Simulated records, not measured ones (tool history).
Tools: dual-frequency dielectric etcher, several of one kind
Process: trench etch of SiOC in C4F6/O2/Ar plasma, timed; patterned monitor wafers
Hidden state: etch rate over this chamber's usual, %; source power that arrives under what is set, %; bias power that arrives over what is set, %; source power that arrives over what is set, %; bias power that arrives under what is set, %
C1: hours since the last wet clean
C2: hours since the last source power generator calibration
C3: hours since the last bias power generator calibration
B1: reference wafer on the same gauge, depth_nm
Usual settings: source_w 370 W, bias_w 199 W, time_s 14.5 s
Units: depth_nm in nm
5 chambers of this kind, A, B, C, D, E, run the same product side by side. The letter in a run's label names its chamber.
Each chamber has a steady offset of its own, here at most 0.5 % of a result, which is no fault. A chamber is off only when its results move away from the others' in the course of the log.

run 1E hour=7.1 | source_w=370 bias_w=199 time_s=14.5 | C1=16 C2=422.4 C3=1390.6 | B1=25.211 | depth_nm=30.173
run 2A hour=11.5 | source_w=370 bias_w=199 time_s=14.5 | C1=311.2 C2=910.2 C3=1698.4 | B1=25.193 | depth_nm=30.23
run 3B hour=18 | source_w=370 bias_w=199 time_s=14.5 | C1=355.5 C2=1548.5 C3=4639.2 | B1=25.19 | depth_nm=30.378
run 4D hour=22.2 | source_w=370 bias_w=199 time_s=14.5 | C1=347.6 C2=1043.4 C3=861.9 | B1=25.198 | depth_nm=29.925
run 5C hour=28.8 | source_w=370 bias_w=199 time_s=14.5 | C1=403.3 C2=753.3 C3=947.5 | B1=25.221 | depth_nm=30.694
run 6C hour=36.1 | source_w=370 bias_w=199 time_s=14.5 | C1=410.6 C2=760.6 C3=954.8 | B1=25.21 | depth_nm=30.378
run 7E hour=44.6 | source_w=370 bias_w=199 time_s=14.5 | C1=53.5 C2=459.9 C3=1428.1 | B1=25.21 | depth_nm=30.306
run 8D hour=52.9 | source_w=370 bias_w=199 time_s=14.5 | C1=378.3 C2=1074.1 C3=892.6 | B1=25.202 | depth_nm=30.159
run 9B hour=58.9 | source_w=370 bias_w=199 time_s=14.5 | C1=396.4 C2=1589.4 C3=4680.1 | B1=25.211 | depth_nm=30.548
run 10A hour=66.5 | source_w=370 bias_w=199 time_s=14.5 | C1=366.2 C2=965.2 C3=1753.4 | B1=25.22 | depth_nm=30.297
run 11C hour=70.4 | source_w=370 bias_w=199 time_s=14.5 | C1=444.9 C2=794.9 C3=989.1 | B1=25.187 | depth_nm=30.261
run 12D hour=74.7 | source_w=370 bias_w=199 time_s=14.5 | C1=400.1 C2=1095.9 C3=914.4 | B1=25.201 | depth_nm=30.395
-- hour=75.4 chamber C: wet clean of the chamber
run 13A hour=81 | source_w=370 bias_w=199 time_s=14.5 | C1=380.7 C2=979.7 C3=1767.9 | B1=25.216 | depth_nm=30.508
-- hour=85.8 chamber D: wet clean of the chamber
run 14E hour=88.6 | source_w=370 bias_w=199 time_s=18 | C1=97.5 C2=503.9 C3=1472.1 | B1=25.189 | depth_nm=37.356
-- hour=95.8 chamber B: bias power generator calibrated
run 15B hour=97.5 | source_w=370 bias_w=199 time_s=18 | C1=435 C2=1628 C3=1.8 | B1=25.229 | depth_nm=37.718
run 16B hour=105.5 | source_w=370 bias_w=199 time_s=18 | C1=443 C2=1636 C3=9.8 | B1=25.228 | depth_nm=37.608
run 17E hour=112.1 | source_w=370 bias_w=199 time_s=18 | C1=121 C2=527.4 C3=1495.6 | B1=25.197 | depth_nm=37.108
-- hour=116.6 chamber A: wet clean of the chamber
run 18A hour=120.5 | source_w=370 bias_w=199 time_s=18 | C1=3.9 C2=1019.2 C3=1807.4 | B1=25.208 | depth_nm=37.573
run 19D hour=128.3 | source_w=370 bias_w=199 time_s=14.5 | C1=42.6 C2=1149.5 C3=968 | B1=25.177 | depth_nm=30.225
-- hour=130.6 chamber B: wet clean of the chamber
run 20C hour=134.4 | source_w=370 bias_w=199 time_s=14.5 | C1=59.1 C2=858.9 C3=1053.1 | B1=25.211 | depth_nm=30.358
run 21C hour=143.2 | source_w=370 bias_w=199 time_s=14.5 | C1=67.9 C2=867.7 C3=1061.9 | B1=25.189 | depth_nm=30.32
run 22D hour=150.4 | source_w=370 bias_w=199 time_s=14.5 | C1=64.7 C2=1171.6 C3=990.1 | B1=25.208 | depth_nm=29.995
run 23B hour=155.4 | source_w=370 bias_w=199 time_s=14.5 | C1=24.8 C2=1685.9 C3=59.7 | B1=25.191 | depth_nm=30.291
run 24E hour=161.5 | source_w=370 bias_w=199 time_s=14.5 | C1=170.4 C2=576.8 C3=1545 | B1=25.204 | depth_nm=30.233
run 25A hour=168.1 | source_w=370 bias_w=199 time_s=14.5 | C1=51.5 C2=1066.8 C3=1855 | B1=25.197 | depth_nm=30.08
run 26A hour=175.4 | source_w=370 bias_w=199 time_s=14.5 | C1=58.8 C2=1074.1 C3=1862.3 | B1=25.178 | depth_nm=30.118
run 27B hour=183.4 | source_w=370 bias_w=199 time_s=14.5 | C1=52.8 C2=1713.9 C3=87.7 | B1=25.199 | depth_nm=30.496
run 28E hour=190.3 | source_w=370 bias_w=199 time_s=14.5 | C1=199.2 C2=605.6 C3=1573.8 | B1=25.214 | depth_nm=30.182
run 29D hour=197.3 | source_w=400 bias_w=199 time_s=14.5 | C1=111.6 C2=1218.5 C3=1037 | B1=25.213 | depth_nm=31.185
run 30C hour=204.1 | source_w=400 bias_w=199 time_s=14.5 | C1=128.8 C2=928.6 C3=1122.8 | B1=25.204 | depth_nm=31.122
run 31A hour=212.8 | source_w=400 bias_w=199 time_s=14.5 | C1=96.2 C2=1111.5 C3=1899.7 | B1=25.214 | depth_nm=31.105
run 32B hour=217.5 | source_w=400 bias_w=199 time_s=14.5 | C1=86.9 C2=1748 C3=121.8 | B1=25.223 | depth_nm=31.224
run 33E hour=223.9 | source_w=400 bias_w=199 time_s=14.5 | C1=232.8 C2=639.2 C3=1607.4 | B1=25.212 | depth_nm=30.997
run 34C hour=229.5 | source_w=370 bias_w=199 time_s=14.5 | C1=154.2 C2=954 C3=1148.2 | B1=25.193 | depth_nm=30.115
run 35D hour=236.7 | source_w=400 bias_w=199 time_s=10.5 | C1=151 C2=1257.9 C3=1076.4 | B1=25.211 | depth_nm=22.519
run 36A hour=240.9 | source_w=400 bias_w=199 time_s=10.5 | C1=124.3 C2=1139.6 C3=1927.8 | B1=25.217 | depth_nm=22.498
run 37E hour=245.9 | source_w=400 bias_w=199 time_s=10.5 | C1=254.8 C2=661.2 C3=1629.4 | B1=25.182 | depth_nm=22.311
run 38B hour=249.7 | source_w=400 bias_w=199 time_s=10.5 | C1=119.1 C2=1780.2 C3=154 | B1=25.194 | depth_nm=22.604
run 39C hour=257.6 | source_w=400 bias_w=199 time_s=10.5 | C1=182.3 C2=982.1 C3=1176.3 | B1=25.208 | depth_nm=22.625
run 40D hour=261.7 | source_w=370 bias_w=199 time_s=14.5 | C1=176 C2=1282.9 C3=1101.4 | B1=25.164 | depth_nm=30.251
run 41C hour=269.8 | source_w=370 bias_w=199 time_s=14.5 | C1=194.5 C2=994.3 C3=1188.5 | B1=25.217 | depth_nm=30.372
run 42B hour=274 | source_w=370 bias_w=199 time_s=14.5 | C1=143.4 C2=1804.5 C3=178.3 | B1=25.168 | depth_nm=30.465
run 43E hour=279.1 | source_w=370 bias_w=199 time_s=14.5 | C1=288 C2=694.4 C3=1662.6 | B1=25.196 | depth_nm=30.398

Is one chamber off against the others, does the gauge drift, or is nothing wrong? If a chamber is off, say which, and what the likeliest cause is.

No chamber stands off beyond its own small offset, and the gauge holds steady.
